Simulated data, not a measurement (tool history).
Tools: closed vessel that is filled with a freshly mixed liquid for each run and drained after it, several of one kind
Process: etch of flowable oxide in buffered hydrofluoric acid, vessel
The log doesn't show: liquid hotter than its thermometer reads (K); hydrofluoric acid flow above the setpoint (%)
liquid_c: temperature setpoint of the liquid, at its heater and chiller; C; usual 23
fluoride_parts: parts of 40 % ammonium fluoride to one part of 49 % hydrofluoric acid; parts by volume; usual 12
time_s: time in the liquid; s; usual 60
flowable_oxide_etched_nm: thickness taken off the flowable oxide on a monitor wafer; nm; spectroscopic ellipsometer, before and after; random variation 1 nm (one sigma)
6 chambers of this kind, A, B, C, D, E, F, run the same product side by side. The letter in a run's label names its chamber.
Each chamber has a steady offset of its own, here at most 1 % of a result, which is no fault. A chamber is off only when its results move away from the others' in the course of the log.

run     day  liquid_c  fluoride_parts  time_s  hours since the thermometer was replaced  hours since the hydrofluoric acid flow meter was replaced  read-back film thickness of the flowable oxide reference wafer, read on the same gauge (nm)  flowable_oxide_etched_nm
 1A   0.258        23              12      60                                     409.5                                                      179.8                                                                                       80.032                    114.72
 2D   0.754        23              12      60                                       352                                                     1099.9                                                                                       79.977                    118.39
 3F   1.212        23              12      60                                    1027.7                                                     1713.4                                                                                       79.969                    117.74
 4C   1.683        23              12      60                                       736                                                      360.8                                                                                       79.978                    117.05
 5E   2.179        20              12      40                                     374.6                                                      189.9                                                                                       80.011                    64.927
 6B   2.467        20              12      40                                     508.3                                                      479.6                                                                                       79.974                    67.012
 7A   2.821        20              12      40                                       471                                                      241.3                                                                                       79.937                    66.634
 8C   3.071        20              12      40                                     769.3                                                      394.1                                                                                       79.981                    67.886
 9B   3.308        20              12      40                                     528.5                                                      499.8                                                                                       79.973                    66.688
10F   3.608        20              12      40                                    1085.2                                                     1770.9                                                                                        80.03                    66.669
11D   3.912        23              12      60                                     427.8                                                     1175.7                                                                                       79.978                    117.86
12E   4.167        23              12      60                                     422.3                                                      237.6                                                                                       80.031                    116.63
13B   4.467        23              12      60                                     556.3                                                      527.6                                                                                        80.03                     116.5
14C   4.929        23              12      60                                     813.9                                                      438.7                                                                                       80.011                    117.44
15A   5.404        23              15      60                                       533                                                      303.3                                                                                       80.003                    94.819
16D   5.671        23              15      60                                       470                                                     1217.9                                                                                       80.019                    93.135
17F   6.012        23              15      60                                    1142.9                                                     1828.6                                                                                        79.99                    96.073
18E     6.3        23              15      60                                     473.5                                                      288.8                                                                                       80.002                    91.895
19F   6.567        23              15      60                                    1156.2                                                     1841.9                                                                                       80.018                    96.176
20E   6.979        23              15      60                                     489.8                                                      305.1                                                                                       79.979                    92.823
21B   7.271        23              12      60                                     623.6                                                      594.9                                                                                       79.975                    118.13
22D   7.679        23              12      60                                     518.2                                                     1266.1                                                                                       79.985                     116.4
23C   8.133        23              12      60                                     890.8                                                      515.6                                                                                        79.96                    117.36
24A     8.4        23              12      60                                     604.9                                                      375.2                                                                                       80.004                    118.37
25F   8.617        23              12      60                                    1205.4                                                     1891.1                                                                                       79.977                    122.74
26B   8.867        23              12      60                                     661.9                                                      633.2                                                                                       79.986                    117.84
27E   9.321        23              12      60                                       546                                                      361.3                                                                                       79.974                    117.47
28C   9.729        23              12      60                                     929.1                                                      553.9                                                                                       80.012                    116.53
29A  10.029        23              12      60                                       644                                                      414.3                                                                                       80.032                    118.14
30D  10.488        23              12      35                                     585.6                                                     1333.5                                                                                       80.031                    69.399
31F  10.792        23              12      35                                    1257.6                                                     1943.3                                                                                       79.965                    72.488
32E  11.146        23              12      35                                     589.8                                                      405.1                                                                                       80.001                    67.042
33C  11.617        23              12      35                                     974.4                                                      599.2                                                                                        80.01                    69.204
34D  11.971        23              12      35                                     621.2                                                     1369.1                                                                                       79.975                    67.724
     12.171  -- chamber A: hydrofluoric acid flow meter replaced
     12.188  -- chamber D: thermometer replaced
35B  12.354        23              12      35                                     745.6                                                      716.9                                                                                       80.024                    68.614
36A  12.846        23              12      60                                     711.6                                                       16.3                                                                                       80.038                    117.66
37A  13.333        23              12      60                                     723.3                                                         28                                                                                       80.008                    117.08
     13.388  -- chamber B: thermometer replaced
38B  13.667      19.5              12      60                                       6.7                                                      748.4                                                                                       79.983                    96.235
     13.679  -- chamber A: thermometer replaced
39E  14.008      19.5              12      60                                     658.5                                                      473.8                                                                                       80.032                    94.877
40C   14.25      19.5              12      60                                    1037.6                                                      662.4                                                                                       80.009                    97.141
41D    14.6      19.5              12      60                                      57.9                                                     1432.2                                                                                       79.992                    96.885
42F  14.829      19.5              12      60                                    1354.5                                                     2040.2                                                                                       79.974                    105.97
43D  15.312      19.5              12      60                                        75                                                     1449.3                                                                                       79.991                    96.152
44A  15.638        23              12      60                                      47.1                                                       83.3                                                                                       80.012                    115.36

All 6 chambers run these settings next. Forecast each chamber's results:
45A  15.996        25              12      60                                                                                                                                                                                                                           ?
45B  15.996        25              12      60                                                                                                                                                                                                                           ?
45C  15.996        25              12      60                                                                                                                                                                                                                           ?
45D  15.996        25              12      60                                                                                                                                                                                                                           ?
45E  15.996        25              12      60                                                                                                                                                                                                                           ?
45F  15.996        25              12      60                                                                                                                                                                                                                           ?

run  flowable_oxide_etched_nm
45A                    129.95
45B                    129.56
45C                       132
45D                    131.39
45E                     129.2
45F                    144.22
